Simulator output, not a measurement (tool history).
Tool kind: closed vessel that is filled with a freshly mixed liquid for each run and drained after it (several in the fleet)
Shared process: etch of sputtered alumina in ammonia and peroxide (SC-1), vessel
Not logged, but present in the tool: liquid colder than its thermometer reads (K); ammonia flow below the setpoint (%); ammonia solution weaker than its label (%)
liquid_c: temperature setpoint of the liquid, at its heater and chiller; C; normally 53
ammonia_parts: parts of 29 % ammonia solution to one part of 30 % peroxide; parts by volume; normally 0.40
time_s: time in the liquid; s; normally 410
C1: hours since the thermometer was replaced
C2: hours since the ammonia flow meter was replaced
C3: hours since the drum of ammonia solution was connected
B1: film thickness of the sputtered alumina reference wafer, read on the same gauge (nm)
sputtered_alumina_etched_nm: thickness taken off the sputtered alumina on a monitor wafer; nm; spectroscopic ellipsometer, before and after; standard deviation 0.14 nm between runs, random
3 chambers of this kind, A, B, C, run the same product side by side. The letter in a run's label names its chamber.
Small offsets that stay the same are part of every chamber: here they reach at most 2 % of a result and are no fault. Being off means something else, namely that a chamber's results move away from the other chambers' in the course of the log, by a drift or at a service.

{"run": "1B", "hour": 6.6, "liquid_c": 53, "ammonia_parts": 0.4, "time_s": 410, "C1": 269.6, "C2": 254.1, "C3": 664.1, "B1": 130.02, "sputtered_alumina_etched_nm": 27.245}
{"run": "2C", "hour": 14.9, "liquid_c": 53, "ammonia_parts": 0.4, "time_s": 410, "C1": 757.1, "C2": 1233.7, "C3": 430.4, "B1": 129.98, "sputtered_alumina_etched_nm": 26.505}
{"run": "3A", "hour": 26.8, "liquid_c": 53, "ammonia_parts": 0.4, "time_s": 410, "C1": 1120.5, "C2": 1208.7, "C3": 791.1, "B1": 129.99, "sputtered_alumina_etched_nm": 27.564}
{"run": "4B", "hour": 37.3, "liquid_c": 53, "ammonia_parts": 0.4, "time_s": 410, "C1": 300.3, "C2": 284.8, "C3": 694.8, "B1": 129.99, "sputtered_alumina_etched_nm": 27.325}
{"run": "5C", "hour": 52.4, "liquid_c": 53, "ammonia_parts": 0.4, "time_s": 410, "C1": 794.6, "C2": 1271.2, "C3": 467.9, "B1": 129.98, "sputtered_alumina_etched_nm": 26.598}
{"hour": 53.9, "done": "chamber C: new drum of ammonia solution connected"}
{"run": "6A", "hour": 67.1, "liquid_c": 53, "ammonia_parts": 0.4, "time_s": 410, "C1": 1160.8, "C2": 1249.0, "C3": 831.4, "B1": 129.99, "sputtered_alumina_etched_nm": 27.536}
{"run": "7A", "hour": 80.7, "liquid_c": 53, "ammonia_parts": 0.4, "time_s": 410, "C1": 1174.4, "C2": 1262.6, "C3": 845.0, "B1": 130.01, "sputtered_alumina_etched_nm": 27.448}
{"run": "8C", "hour": 90.7, "liquid_c": 53, "ammonia_parts": 0.4, "time_s": 410, "C1": 832.9, "C2": 1309.5, "C3": 36.9, "B1": 129.96, "sputtered_alumina_etched_nm": 26.276}
{"run": "9B", "hour": 102.1, "liquid_c": 53, "ammonia_parts": 0.4, "time_s": 410, "C1": 365.1, "C2": 349.6, "C3": 759.6, "B1": 130.0, "sputtered_alumina_etched_nm": 27.232}
{"run": "10C", "hour": 115.3, "liquid_c": 53, "ammonia_parts": 0.4, "time_s": 410, "C1": 857.5, "C2": 1334.1, "C3": 61.5, "B1": 129.99, "sputtered_alumina_etched_nm": 26.2}
{"run": "11B", "hour": 124.2, "liquid_c": 53, "ammonia_parts": 0.4, "time_s": 410, "C1": 387.2, "C2": 371.7, "C3": 781.7, "B1": 129.95, "sputtered_alumina_etched_nm": 27.377}
{"run": "12A", "hour": 132.1, "liquid_c": 53, "ammonia_parts": 0.4, "time_s": 410, "C1": 1225.8, "C2": 1314.0, "C3": 896.4, "B1": 130.0, "sputtered_alumina_etched_nm": 27.388}
{"run": "13A", "hour": 147.0, "liquid_c": 62, "ammonia_parts": 0.4, "time_s": 410, "C1": 1240.7, "C2": 1328.9, "C3": 911.3, "B1": 129.98, "sputtered_alumina_etched_nm": 43.813}
{"run": "14B", "hour": 160.3, "liquid_c": 62, "ammonia_parts": 0.4, "time_s": 410, "C1": 423.3, "C2": 407.8, "C3": 817.8, "B1": 129.99, "sputtered_alumina_etched_nm": 43.042}
{"run": "15C", "hour": 169.5, "liquid_c": 62, "ammonia_parts": 0.4, "time_s": 410, "C1": 911.7, "C2": 1388.3, "C3": 115.7, "B1": 130.0, "sputtered_alumina_etched_nm": 40.965}
{"run": "16A", "hour": 184.2, "liquid_c": 53, "ammonia_parts": 0.4, "time_s": 410, "C1": 1277.9, "C2": 1366.1, "C3": 948.5, "B1": 130.01, "sputtered_alumina_etched_nm": 27.301}
{"run": "17B", "hour": 191.1, "liquid_c": 44, "ammonia_parts": 0.4, "time_s": 565, "C1": 454.1, "C2": 438.6, "C3": 848.6, "B1": 130.0, "sputtered_alumina_etched_nm": 23.059}
{"run": "18C", "hour": 205.2, "liquid_c": 44, "ammonia_parts": 0.4, "time_s": 565, "C1": 947.4, "C2": 1424.0, "C3": 151.4, "B1": 130.0, "sputtered_alumina_etched_nm": 21.409}
{"run": "19A", "hour": 220.0, "liquid_c": 44, "ammonia_parts": 0.4, "time_s": 565, "C1": 1313.7, "C2": 1401.9, "C3": 984.3, "B1": 129.97, "sputtered_alumina_etched_nm": 22.584}
{"run": "20C", "hour": 229.6, "liquid_c": 53, "ammonia_parts": 0.25, "time_s": 335, "C1": 971.8, "C2": 1448.4, "C3": 175.8, "B1": 129.97, "sputtered_alumina_etched_nm": 19.744}
{"run": "21B", "hour": 241.5, "liquid_c": 53, "ammonia_parts": 0.25, "time_s": 335, "C1": 504.5, "C2": 489.0, "C3": 899.0, "B1": 130.01, "sputtered_alumina_etched_nm": 21.245}

Each of the 3 chambers runs these same settings next. Fill in every chamber's results:
{"run": "22A", "hour": 252.4, "liquid_c": 53, "ammonia_parts": 0.4, "time_s": 410, "sputtered_alumina_etched_nm": "?"}
{"run": "22B", "hour": 252.4, "liquid_c": 53, "ammonia_parts": 0.4, "time_s": 410, "sputtered_alumina_etched_nm": "?"}
{"run": "22C", "hour": 252.4, "liquid_c": 53, "ammonia_parts": 0.4, "time_s": 410, "sputtered_alumina_etched_nm": "?"}

run=22A sputtered_alumina_etched_nm=27.102
run=22B sputtered_alumina_etched_nm=27.237
run=22C sputtered_alumina_etched_nm=24.939
